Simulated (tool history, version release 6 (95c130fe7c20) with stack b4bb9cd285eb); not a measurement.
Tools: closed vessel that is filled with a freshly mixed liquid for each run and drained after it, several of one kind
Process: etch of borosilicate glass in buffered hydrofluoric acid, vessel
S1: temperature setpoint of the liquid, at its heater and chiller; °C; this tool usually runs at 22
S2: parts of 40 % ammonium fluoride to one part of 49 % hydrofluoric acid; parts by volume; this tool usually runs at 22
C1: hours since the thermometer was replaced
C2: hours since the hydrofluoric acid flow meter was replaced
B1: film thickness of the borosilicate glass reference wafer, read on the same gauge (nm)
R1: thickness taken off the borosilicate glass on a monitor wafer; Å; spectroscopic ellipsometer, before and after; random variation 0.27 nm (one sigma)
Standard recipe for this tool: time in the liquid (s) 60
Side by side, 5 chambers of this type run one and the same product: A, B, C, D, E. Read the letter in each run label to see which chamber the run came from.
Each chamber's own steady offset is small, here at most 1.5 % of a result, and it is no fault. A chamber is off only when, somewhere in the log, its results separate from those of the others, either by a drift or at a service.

{"run": "1D", "hour": 10.2, "S1": 22, "S2": 22, "time in the liquid (s)": 60, "C1": 1481.1, "C2": 258.5, "B1": 70.003, "R1": 321.63}
{"run": "2C", "hour": 17.1, "S1": 22, "S2": 22, "time in the liquid (s)": 60, "C1": 1446.2, "C2": 1738.9, "B1": 69.993, "R1": 320.15}
{"run": "3B", "hour": 23.1, "S1": 22, "S2": 22, "time in the liquid (s)": 60, "C1": 384.1, "C2": 1042.2, "B1": 70.024, "R1": 317.38}
{"run": "4E", "hour": 28.4, "S1": 22, "S2": 22, "time in the liquid (s)": 60, "C1": 46.5, "C2": 81.1, "B1": 70.036, "R1": 318.0}
{"run": "5A", "hour": 34.2, "S1": 22, "S2": 22, "time in the liquid (s)": 60, "C1": 1490.9, "C2": 412.5, "B1": 70.004, "R1": 319.36}
{"run": "6C", "hour": 39.1, "S1": 22, "S2": 22, "time in the liquid (s)": 60, "C1": 1468.2, "C2": 1760.9, "B1": 70.034, "R1": 317.55}
{"run": "7A", "hour": 50.2, "S1": 22, "S2": 22, "time in the liquid (s)": 60, "C1": 1506.9, "C2": 428.5, "B1": 69.992, "R1": 319.83}
{"run": "8B", "hour": 56.9, "S1": 22, "S2": 22, "time in the liquid (s)": 60, "C1": 417.9, "C2": 1076.0, "B1": 69.978, "R1": 319.59}
{"run": "9D", "hour": 67.5, "S1": 22, "S2": 22, "time in the liquid (s)": 60, "C1": 1538.4, "C2": 315.8, "B1": 70.002, "R1": 325.36}
{"hour": 71.9, "done": "chamber A: hydrofluoric acid flow meter replaced"}
{"run": "10E", "hour": 75.0, "S1": 22, "S2": 22, "time in the liquid (s)": 60, "C1": 93.1, "C2": 127.7, "B1": 69.985, "R1": 317.39}
{"run": "11A", "hour": 86.3, "S1": 22, "S2": 22, "time in the liquid (s)": 60, "C1": 1543.0, "C2": 14.5, "B1": 70.02, "R1": 310.47}
{"run": "12B", "hour": 94.6, "S1": 22, "S2": 22, "time in the liquid (s)": 60, "C1": 455.6, "C2": 1113.7, "B1": 69.997, "R1": 324.8}
{"run": "13C", "hour": 103.7, "S1": 22, "S2": 22, "time in the liquid (s)": 60, "C1": 1532.8, "C2": 1825.5, "B1": 69.98, "R1": 316.32}
{"run": "14D", "hour": 113.0, "S1": 22, "S2": 22, "time in the liquid (s)": 60, "C1": 1583.9, "C2": 361.3, "B1": 69.983, "R1": 319.05}
{"run": "15E", "hour": 119.2, "S1": 22, "S2": 22, "time in the liquid (s)": 60, "C1": 137.3, "C2": 171.9, "B1": 70.01, "R1": 319.35}
{"run": "16A", "hour": 124.3, "S1": 22, "S2": 22, "time in the liquid (s)": 60, "C1": 1581.0, "C2": 52.5, "B1": 70.022, "R1": 318.96}
{"run": "17C", "hour": 131.5, "S1": 22, "S2": 22, "time in the liquid (s)": 60, "C1": 1560.6, "C2": 1853.3, "B1": 70.02, "R1": 318.64}
{"run": "18B", "hour": 139.5, "S1": 22, "S2": 22, "time in the liquid (s)": 30, "C1": 500.5, "C2": 1158.6, "B1": 69.976, "R1": 166.01}
{"run": "19E", "hour": 148.7, "S1": 22, "S2": 22, "time in the liquid (s)": 30, "C1": 166.8, "C2": 201.4, "B1": 70.015, "R1": 161.33}
{"run": "20D", "hour": 153.7, "S1": 22, "S2": 22, "time in the liquid (s)": 30, "C1": 1624.6, "C2": 402.0, "B1": 70.011, "R1": 159.69}
{"run": "21B", "hour": 163.8, "S1": 22, "S2": 22, "time in the liquid (s)": 30, "C1": 524.8, "C2": 1182.9, "B1": 70.001, "R1": 170.39}
{"run": "22E", "hour": 173.2, "S1": 22, "S2": 22, "time in the liquid (s)": 30, "C1": 191.3, "C2": 225.9, "B1": 70.019, "R1": 158.88}
{"run": "23A", "hour": 180.3, "S1": 22, "S2": 22, "time in the liquid (s)": 60, "C1": 1637.0, "C2": 108.5, "B1": 69.996, "R1": 317.21}
{"run": "24C", "hour": 191.7, "S1": 22, "S2": 22, "time in the liquid (s)": 60, "C1": 1620.8, "C2": 1913.5, "B1": 69.993, "R1": 316.63}
{"run": "25D", "hour": 197.7, "S1": 22, "S2": 22, "time in the liquid (s)": 60, "C1": 1668.6, "C2": 446.0, "B1": 70.039, "R1": 323.73}
{"run": "26E", "hour": 203.2, "S1": 22, "S2": 22, "time in the liquid (s)": 60, "C1": 221.3, "C2": 255.9, "B1": 70.002, "R1": 318.43}
{"run": "27D", "hour": 209.0, "S1": 22, "S2": 22, "time in the liquid (s)": 60, "C1": 1679.9, "C2": 457.3, "B1": 70.008, "R1": 320.03}
{"run": "28C", "hour": 215.2, "S1": 22, "S2": 22, "time in the liquid (s)": 60, "C1": 1644.3, "C2": 1937.0, "B1": 70.005, "R1": 315.4}
{"run": "29B", "hour": 226.0, "S1": 22, "S2": 22, "time in the liquid (s)": 60, "C1": 587.0, "C2": 1245.1, "B1": 70.02, "R1": 342.46}
{"run": "30A", "hour": 231.9, "S1": 22, "S2": 30, "time in the liquid (s)": 45, "C1": 1688.6, "C2": 160.1, "B1": 69.978, "R1": 194.63}

Next, every chamber runs the same settings. What will each give?
{"run": "31A", "hour": 240.1, "S1": 22, "S2": 22, "time in the liquid (s)": 60, "R1": "?"}
{"run": "31B", "hour": 240.1, "S1": 22, "S2": 22, "time in the liquid (s)": 60, "R1": "?"}
{"run": "31C", "hour": 240.1, "S1": 22, "S2": 22, "time in the liquid (s)": 60, "R1": "?"}
{"run": "31D", "hour": 240.1, "S1": 22, "S2": 22, "time in the liquid (s)": 60, "R1": "?"}
{"run": "31E", "hour": 240.1, "S1": 22, "S2": 22, "time in the liquid (s)": 60, "R1": "?"}

run=31A R1=318.57
run=31B R1=352.49
run=31C R1=318.82
run=31D R1=321.21
run=31E R1=322.68
